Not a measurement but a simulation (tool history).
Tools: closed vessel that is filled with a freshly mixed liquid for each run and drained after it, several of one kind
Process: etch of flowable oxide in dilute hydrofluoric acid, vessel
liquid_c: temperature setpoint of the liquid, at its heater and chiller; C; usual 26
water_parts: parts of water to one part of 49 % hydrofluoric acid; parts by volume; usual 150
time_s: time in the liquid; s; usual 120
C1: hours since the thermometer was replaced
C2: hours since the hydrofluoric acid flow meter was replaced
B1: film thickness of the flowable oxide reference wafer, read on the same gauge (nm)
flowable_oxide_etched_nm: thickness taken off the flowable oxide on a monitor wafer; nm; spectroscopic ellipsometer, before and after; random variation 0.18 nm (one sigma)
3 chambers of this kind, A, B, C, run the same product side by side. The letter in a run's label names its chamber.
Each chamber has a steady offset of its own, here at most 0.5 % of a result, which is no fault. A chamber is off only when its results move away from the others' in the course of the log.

run 1B hour=3.8 | liquid_c=26 water_parts=150 time_s=120 | C1=175.7 C2=208.5 | B1=130.01 | flowable_oxide_etched_nm=43.247
run 2C hour=6.9 | liquid_c=26 water_parts=150 time_s=120 | C1=311.6 C2=1457.6 | B1=129.97 | flowable_oxide_etched_nm=42.918
run 3A hour=11.9 | liquid_c=26 water_parts=150 time_s=120 | C1=624.4 C2=182.5 | B1=129.99 | flowable_oxide_etched_nm=43.895
run 4C hour=15.4 | liquid_c=26 water_parts=150 time_s=120 | C1=320.1 C2=1466.1 | B1=130.05 | flowable_oxide_etched_nm=43.342
run 5A hour=20.3 | liquid_c=26 water_parts=150 time_s=120 | C1=632.8 C2=190.9 | B1=130.02 | flowable_oxide_etched_nm=43.340
run 6B hour=26.2 | liquid_c=26 water_parts=150 time_s=155 | C1=198.1 C2=230.9 | B1=129.99 | flowable_oxide_etched_nm=55.913
run 7A hour=29.1 | liquid_c=26 water_parts=150 time_s=155 | C1=641.6 C2=199.7 | B1=129.99 | flowable_oxide_etched_nm=56.130
run 8B hour=31.9 | liquid_c=26 water_parts=150 time_s=155 | C1=203.8 C2=236.6 | B1=129.98 | flowable_oxide_etched_nm=56.048
run 9C hour=35.7 | liquid_c=26 water_parts=150 time_s=120 | C1=340.4 C2=1486.4 | B1=129.99 | flowable_oxide_etched_nm=43.454
run 10A hour=40.0 | liquid_c=26 water_parts=150 time_s=120 | C1=652.5 C2=210.6 | B1=130.02 | flowable_oxide_etched_nm=43.384
run 11B hour=44.5 | liquid_c=26 water_parts=95 time_s=80 | C1=216.4 C2=249.2 | B1=129.99 | flowable_oxide_etched_nm=48.921
run 12C hour=47.2 | liquid_c=26 water_parts=95 time_s=80 | C1=351.9 C2=1497.9 | B1=129.96 | flowable_oxide_etched_nm=48.522
run 13A hour=50.9 | liquid_c=26 water_parts=95 time_s=80 | C1=663.4 C2=221.5 | B1=130.01 | flowable_oxide_etched_nm=48.582
run 14C hour=55.2 | liquid_c=26 water_parts=150 time_s=120 | C1=359.9 C2=1505.9 | B1=130.07 | flowable_oxide_etched_nm=43.245
run 15B hour=60.4 | liquid_c=26 water_parts=150 time_s=120 | C1=232.3 C2=265.1 | B1=129.98 | flowable_oxide_etched_nm=43.101
run 16C hour=65.5 | liquid_c=26 water_parts=150 time_s=120 | C1=370.2 C2=1516.2 | B1=129.99 | flowable_oxide_etched_nm=43.010
run 17A hour=69.3 | liquid_c=26 water_parts=150 time_s=120 | C1=681.8 C2=239.9 | B1=129.98 | flowable_oxide_etched_nm=43.864
run 18B hour=74.0 | liquid_c=26 water_parts=95 time_s=180 | C1=245.9 C2=278.7 | B1=130.01 | flowable_oxide_etched_nm=109.330
run 19A hour=77.4 | liquid_c=26 water_parts=95 time_s=180 | C1=689.9 C2=248.0 | B1=129.98 | flowable_oxide_etched_nm=109.520
run 20C hour=82.5 | liquid_c=26 water_parts=95 time_s=180 | C1=387.2 C2=1533.2 | B1=130.02 | flowable_oxide_etched_nm=109.190
run 21B hour=86.0 | liquid_c=26 water_parts=105 time_s=185 | C1=257.9 C2=290.7 | B1=129.99 | flowable_oxide_etched_nm=101.480
run 22B hour=90.4 | liquid_c=26 water_parts=105 time_s=185 | C1=262.3 C2=295.1 | B1=130.00 | flowable_oxide_etched_nm=100.930
run 23A hour=94.6 | liquid_c=26 water_parts=105 time_s=185 | C1=707.1 C2=265.2 | B1=130.07 | flowable_oxide_etched_nm=101.800
run 24C hour=99.0 | liquid_c=26 water_parts=150 time_s=120 | C1=403.7 C2=1549.7 | B1=130.01 | flowable_oxide_etched_nm=43.213
run 25A hour=101.8 | liquid_c=26 water_parts=150 time_s=120 | C1=714.3 C2=272.4 | B1=130.04 | flowable_oxide_etched_nm=43.447
run 26B hour=104.5 | liquid_c=26 water_parts=150 time_s=120 | C1=276.4 C2=309.2 | B1=130.01 | flowable_oxide_etched_nm=43.254
run 27C hour=108.5 | liquid_c=26 water_parts=150 time_s=120 | C1=413.2 C2=1559.2 | B1=130.00 | flowable_oxide_etched_nm=43.066
run 28A hour=113.3 | liquid_c=26 water_parts=150 time_s=120 | C1=725.8 C2=283.9 | B1=129.98 | flowable_oxide_etched_nm=43.704
run 29C hour=117.6 | liquid_c=26 water_parts=100 time_s=150 | C1=422.3 C2=1568.3 | B1=130.00 | flowable_oxide_etched_nm=86.041
run 30B hour=122.8 | liquid_c=26 water_parts=100 time_s=150 | C1=294.7 C2=327.5 | B1=129.99 | flowable_oxide_etched_nm=85.764
run 31A hour=126.0 | liquid_c=26 water_parts=100 time_s=150 | C1=738.5 C2=296.6 | B1=130.00 | flowable_oxide_etched_nm=85.969
run 32B hour=131.2 | liquid_c=26 water_parts=150 time_s=120 | C1=303.1 C2=335.9 | B1=130.00 | flowable_oxide_etched_nm=43.503
run 33C hour=136.5 | liquid_c=22 water_parts=95 time_s=120 | C1=441.2 C2=1587.2 | B1=129.98 | flowable_oxide_etched_nm=61.914

Is one chamber off against the others, does the gauge drift, or is nothing wrong? If a chamber is off, say which, and what the likeliest cause is.

No chamber stands off beyond its own small offset, and the gauge holds steady.
